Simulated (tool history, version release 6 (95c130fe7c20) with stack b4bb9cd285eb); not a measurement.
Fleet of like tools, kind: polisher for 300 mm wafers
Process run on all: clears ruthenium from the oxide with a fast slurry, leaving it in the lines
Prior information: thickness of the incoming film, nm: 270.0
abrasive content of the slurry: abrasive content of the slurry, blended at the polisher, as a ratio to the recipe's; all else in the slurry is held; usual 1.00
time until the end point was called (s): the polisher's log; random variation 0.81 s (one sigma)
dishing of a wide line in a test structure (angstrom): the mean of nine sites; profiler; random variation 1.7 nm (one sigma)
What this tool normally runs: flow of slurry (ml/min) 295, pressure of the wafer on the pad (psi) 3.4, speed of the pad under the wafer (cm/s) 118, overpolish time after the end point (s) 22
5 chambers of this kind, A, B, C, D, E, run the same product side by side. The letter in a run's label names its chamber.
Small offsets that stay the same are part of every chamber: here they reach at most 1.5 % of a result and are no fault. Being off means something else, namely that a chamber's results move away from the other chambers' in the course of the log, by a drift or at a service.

run	hour	flow of slurry (ml/min)	pressure of the wafer on the pad (psi)	speed of the pad under the wafer (cm/s)	abrasive content of the slurry	overpolish time after the end point (s)	time until the end point was called (s)	dishing of a wide line in a test structure (angstrom)
1D	7.1	295	3.4	118	1.00	22	51.716	853.25
2B	11.4	295	3.4	118	1.00	22	50.191	838.34
# hour 12.4: chamber C: worn pad replaced by a new one
3C	15.6	295	3.4	118	1.00	22	51.742	819.77
# hour 17.1: chamber D: worn pad replaced by a new one
# hour 20.9: chamber B: slurry blender recalibrated
# hour 22.2: chamber E: slurry blender recalibrated
4A	24.4	295	3.4	118	1.00	22	52.136	837.98
5E	32.4	295	3.4	118	1.00	22	50.701	841.74
# hour 38.3: chamber E: worn pad replaced by a new one
6C	41.0	295	3.4	102	0.90	22	62.499	715.51
7E	49.8	295	3.4	102	0.90	22	64.006	737.39
8D	58.6	295	3.4	102	0.90	22	64.626	719.87
9B	66.5	295	3.4	102	0.90	22	62.621	709.19
# hour 69.0: chamber B: worn pad replaced by a new one
10A	72.0	295	3.4	102	0.90	22	62.440	753.08
11D	81.1	295	3.4	118	1.00	22	54.860	827.45
12C	90.2	295	3.4	118	0.90	16	53.675	625.32
13B	96.1	295	3.4	118	0.90	16	54.347	631.80
14A	102.5	295	3.4	118	0.90	16	54.885	621.93
# hour 102.9: chamber A: worn pad replaced by a new one
# hour 107.7: chamber C: head pressure recalibrated
15E	107.8	295	3.4	118	0.90	16	53.895	639.41
16B	114.8	295	3.4	118	0.90	16	54.011	645.11
17E	123.6	295	2.6	86	1.00	22	91.094	514.34
18D	130.3	295	2.6	86	1.00	22	104.120	469.41
# hour 131.3: chamber D: head pressure recalibrated
# hour 132.4: chamber D: worn pad replaced by a new one
19A	136.0	295	2.6	86	1.00	22	91.796	500.09
20C	142.4	295	2.6	86	1.00	22	90.807	517.26
# hour 142.5: chamber C: worn pad replaced by a new one
# hour 145.3: chamber E: slurry blender recalibrated
21A	150.6	295	2.6	86	1.00	22	93.061	504.51
22E	157.2	295	3.4	118	1.00	22	49.587	837.46
# hour 161.2: chamber B: worn pad replaced by a new one
23D	162.0	295	3.4	118	1.00	22	57.791	779.63
24C	168.2	295	3.4	118	1.00	22	50.710	824.03
# hour 169.8: chamber D: slurry nozzle cleaned
25B	172.6	295	3.4	118	0.80	22	57.669	768.23
26A	181.7	295	3.4	118	0.80	22	59.439	736.62
27B	187.5	295	3.4	118	0.80	22	57.394	784.75
# hour 189.2: chamber E: slurry nozzle cleaned
28C	192.1	295	3.4	118	0.80	22	57.929	775.37
29E	200.0	295	3.4	118	0.80	22	56.725	774.87
30D	208.6	295	3.4	118	0.75	11	71.069	354.95

Predict what each chamber gives when all 5 of them run the settings below next.
31A	215.2	295	3.4	118	1.00	29	?	?
31B	215.2	295	3.4	118	1.00	29	?	?
31C	215.2	295	3.4	118	1.00	29	?	?
31D	215.2	295	3.4	118	1.00	29	?	?
31E	215.2	295	3.4	118	1.00	29	?	?

run	time until the end point was called (s)	dishing of a wide line in a test structure (angstrom)
31A	52.136	1063.00
31B	49.449	1069.10
31C	52.226	1021.00
31D	59.799	892.95
31E	51.238	1065.90
